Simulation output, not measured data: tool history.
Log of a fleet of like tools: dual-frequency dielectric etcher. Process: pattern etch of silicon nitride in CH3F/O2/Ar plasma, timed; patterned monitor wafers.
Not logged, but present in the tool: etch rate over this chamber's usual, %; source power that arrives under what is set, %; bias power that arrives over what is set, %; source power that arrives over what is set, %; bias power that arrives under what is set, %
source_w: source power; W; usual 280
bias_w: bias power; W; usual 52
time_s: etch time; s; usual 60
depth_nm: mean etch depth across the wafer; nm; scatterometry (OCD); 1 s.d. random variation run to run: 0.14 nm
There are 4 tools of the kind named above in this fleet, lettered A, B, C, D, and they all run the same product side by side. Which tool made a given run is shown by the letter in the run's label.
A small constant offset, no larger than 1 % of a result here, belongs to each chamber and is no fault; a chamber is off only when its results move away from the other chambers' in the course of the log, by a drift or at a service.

run	hour	source_w	bias_w	time_s	hours since the last wet clean	hours since the last source power generator calibration	hours since the last bias power generator calibration	read-back reference wafer on the same gauge, depth_nm	depth_nm
1B	6.2	280	52	60	210.7	2450.3	396.9	38.592	33.067
2A	9.9	280	52	60	109.6	1470	3479.7	38.609	33.111
3C	14.5	280	52	60	137.5	2495	2284.4	38.643	32.831
4D	18.2	280	52	60	347.1	731.7	1743	38.601	33.295
5C	26.1	280	52	60	149.1	2506.6	2296	38.621	32.919
6D	31	280	52	60	359.9	744.5	1755.8	38.613	33.026
7A	36.4	280	52	60	136.1	1496.5	3506.2	38.616	32.553
8B	43.3	280	52	60	247.8	2487.4	434	38.624	33.303
9A	48.4	280	52	60	148.1	1508.5	3518.2	38.654	32.942
10B	55.1	330	44	60	259.6	2499.2	445.8	38.577	33.284
11C	60.2	330	44	60	183.2	2540.7	2330.1	38.568	32.994
12D	67	330	44	60	395.9	780.5	1791.8	38.59	33.699
13A	74.6	330	44	60	174.3	1534.7	3544.4	38.618	33.224
14D	78.4	280	52	60	407.3	791.9	1803.2	38.586	33.181
15B	85.7	280	52	60	290.2	2529.8	476.4	38.591	32.767
# hour 87.8: chamber D: wet clean of the chamber
16C	91.4	280	52	54.5	214.4	2571.9	2361.3	38.583	29.685
17D	98.1	280	52	54.5	10.3	811.6	1822.9	38.591	30.187
18A	102.1	280	52	54.5	201.8	1562.2	3571.9	38.63	30.264
19B	109.7	280	52	54.5	314.2	2553.8	500.4	38.566	30.035
20C	117.5	280	52	60	240.5	2598	2387.4	38.597	32.961
21A	121.4	280	52	60	221.1	1581.5	3591.2	38.582	33.502
22C	125.1	280	52	60	248.1	2605.6	2395	38.627	32.866
23D	130.8	280	52	60	43	844.3	1855.6	38.59	33.357
24B	136.8	250	60	60	341.3	2580.9	527.5	38.612	33.181
25D	143.5	250	60	60	55.7	857	1868.3	38.618	33.346
26A	148.1	250	60	60	247.8	1608.2	3617.9	38.607	33.682
27C	156.1	250	60	60	279.1	2636.6	2426	38.569	33.15
28B	163.7	280	52	60	368.2	2607.8	554.4	38.571	32.77
29D	170	340	52	77.5	82.2	883.5	1894.8	38.593	46.286
30C	176.5	340	52	77.5	299.5	2657	2446.4	38.563	45.384
31A	182.5	340	52	77.5	282.2	1642.6	3652.3	38.566	47.673
32B	189.5	340	52	77.5	394	2633.6	580.2	38.59	46.031

Predict what each chamber gives when all 4 of them run the settings below next.
33A	195.3	280	52	60					?
33B	195.3	280	52	60					?
33C	195.3	280	52	60					?
33D	195.3	280	52	60					?

run	depth_nm
33A	34.112
33B	33.246
33C	32.963
33D	33.167

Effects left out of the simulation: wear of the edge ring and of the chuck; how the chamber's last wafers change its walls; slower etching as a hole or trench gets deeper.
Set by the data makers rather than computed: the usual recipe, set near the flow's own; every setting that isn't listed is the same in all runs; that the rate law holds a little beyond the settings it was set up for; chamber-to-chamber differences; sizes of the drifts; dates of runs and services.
